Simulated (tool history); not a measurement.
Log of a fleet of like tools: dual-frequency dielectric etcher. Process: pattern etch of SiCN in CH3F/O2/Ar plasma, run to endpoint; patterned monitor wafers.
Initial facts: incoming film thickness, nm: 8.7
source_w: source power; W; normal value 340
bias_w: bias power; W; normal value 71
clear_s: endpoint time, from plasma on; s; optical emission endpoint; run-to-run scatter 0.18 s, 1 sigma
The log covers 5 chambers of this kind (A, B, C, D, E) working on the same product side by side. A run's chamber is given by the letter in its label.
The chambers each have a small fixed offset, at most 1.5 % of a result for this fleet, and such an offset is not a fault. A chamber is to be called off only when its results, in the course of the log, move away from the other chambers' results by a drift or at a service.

{"run": "1B", "day": 0.533, "source_w": 340, "bias_w": 71, "clear_s": 24.753}
{"run": "2A", "day": 0.883, "source_w": 340, "bias_w": 71, "clear_s": 24.793}
{"run": "3E", "day": 1.317, "source_w": 340, "bias_w": 71, "clear_s": 24.972}
{"run": "4C", "day": 1.975, "source_w": 340, "bias_w": 71, "clear_s": 24.628}
{"run": "5D", "day": 2.6, "source_w": 340, "bias_w": 71, "clear_s": 24.67}
{"run": "6A", "day": 3.258, "source_w": 340, "bias_w": 71, "clear_s": 24.827}
{"run": "7E", "day": 3.717, "source_w": 340, "bias_w": 71, "clear_s": 25.193}
{"run": "8D", "day": 4.304, "source_w": 340, "bias_w": 71, "clear_s": 24.307}
{"day": 4.867, "done": "chamber C: wet clean of the chamber"}
{"run": "9C", "day": 4.938, "source_w": 340, "bias_w": 71, "clear_s": 24.788}
{"run": "10B", "day": 5.567, "source_w": 340, "bias_w": 71, "clear_s": 24.591}
{"run": "11D", "day": 6.212, "source_w": 340, "bias_w": 71, "clear_s": 24.894}
{"run": "12E", "day": 6.825, "source_w": 340, "bias_w": 71, "clear_s": 25.212}
{"run": "13B", "day": 7.304, "source_w": 340, "bias_w": 71, "clear_s": 24.547}
{"run": "14A", "day": 7.612, "source_w": 340, "bias_w": 71, "clear_s": 24.645}
{"run": "15C", "day": 8.171, "source_w": 340, "bias_w": 71, "clear_s": 24.711}
{"run": "16D", "day": 8.483, "source_w": 340, "bias_w": 71, "clear_s": 24.592}
{"run": "17A", "day": 8.979, "source_w": 340, "bias_w": 71, "clear_s": 24.787}
{"run": "18C", "day": 9.454, "source_w": 340, "bias_w": 71, "clear_s": 24.514}
{"day": 9.521, "done": "chamber E: wet clean of the chamber"}
{"run": "19B", "day": 10.1, "source_w": 340, "bias_w": 71, "clear_s": 24.557}
{"run": "20E", "day": 10.417, "source_w": 340, "bias_w": 71, "clear_s": 25.322}
{"day": 10.588, "done": "chamber D: wet clean of the chamber"}
{"run": "21D", "day": 11.05, "source_w": 340, "bias_w": 71, "clear_s": 24.496}
{"run": "22C", "day": 11.454, "source_w": 340, "bias_w": 71, "clear_s": 24.738}
{"run": "23A", "day": 12.15, "source_w": 340, "bias_w": 71, "clear_s": 24.868}
{"run": "24E", "day": 12.833, "source_w": 340, "bias_w": 71, "clear_s": 25.177}
{"run": "25B", "day": 13.254, "source_w": 340, "bias_w": 71, "clear_s": 24.255}
{"run": "26A", "day": 13.779, "source_w": 340, "bias_w": 71, "clear_s": 24.75}
{"run": "27B", "day": 14.354, "source_w": 340, "bias_w": 71, "clear_s": 24.789}
{"run": "28D", "day": 15.004, "source_w": 300, "bias_w": 71, "clear_s": 25.754}
{"run": "29E", "day": 15.446, "source_w": 300, "bias_w": 71, "clear_s": 25.737}
{"day": 15.925, "done": "chamber A: bias power generator calibrated"}
{"run": "30C", "day": 16.108, "source_w": 300, "bias_w": 71, "clear_s": 25.679}
{"run": "31B", "day": 16.558, "source_w": 300, "bias_w": 71, "clear_s": 25.91}
{"run": "32D", "day": 17.158, "source_w": 300, "bias_w": 71, "clear_s": 25.607}
{"run": "33A", "day": 17.671, "source_w": 340, "bias_w": 71, "clear_s": 24.682}
{"run": "34C", "day": 18.362, "source_w": 370, "bias_w": 71, "clear_s": 23.69}
{"run": "35E", "day": 18.733, "source_w": 370, "bias_w": 71, "clear_s": 24.522}
{"run": "36D", "day": 19.267, "source_w": 370, "bias_w": 71, "clear_s": 23.558}

Next, all 5 chambers run the settings below, one line each with question marks for the results. What does each chamber give?
{"run": "37A", "day": 19.762, "source_w": 340, "bias_w": 62, "clear_s": "?"}
{"run": "37B", "day": 19.762, "source_w": 340, "bias_w": 62, "clear_s": "?"}
{"run": "37C", "day": 19.762, "source_w": 340, "bias_w": 62, "clear_s": "?"}
{"run": "37D", "day": 19.762, "source_w": 340, "bias_w": 62, "clear_s": "?"}
{"run": "37E", "day": 19.762, "source_w": 340, "bias_w": 62, "clear_s": "?"}

run=37A clear_s=26.023
run=37B clear_s=25.738
run=37C clear_s=25.792
run=37D clear_s=25.549
run=37E clear_s=26.550
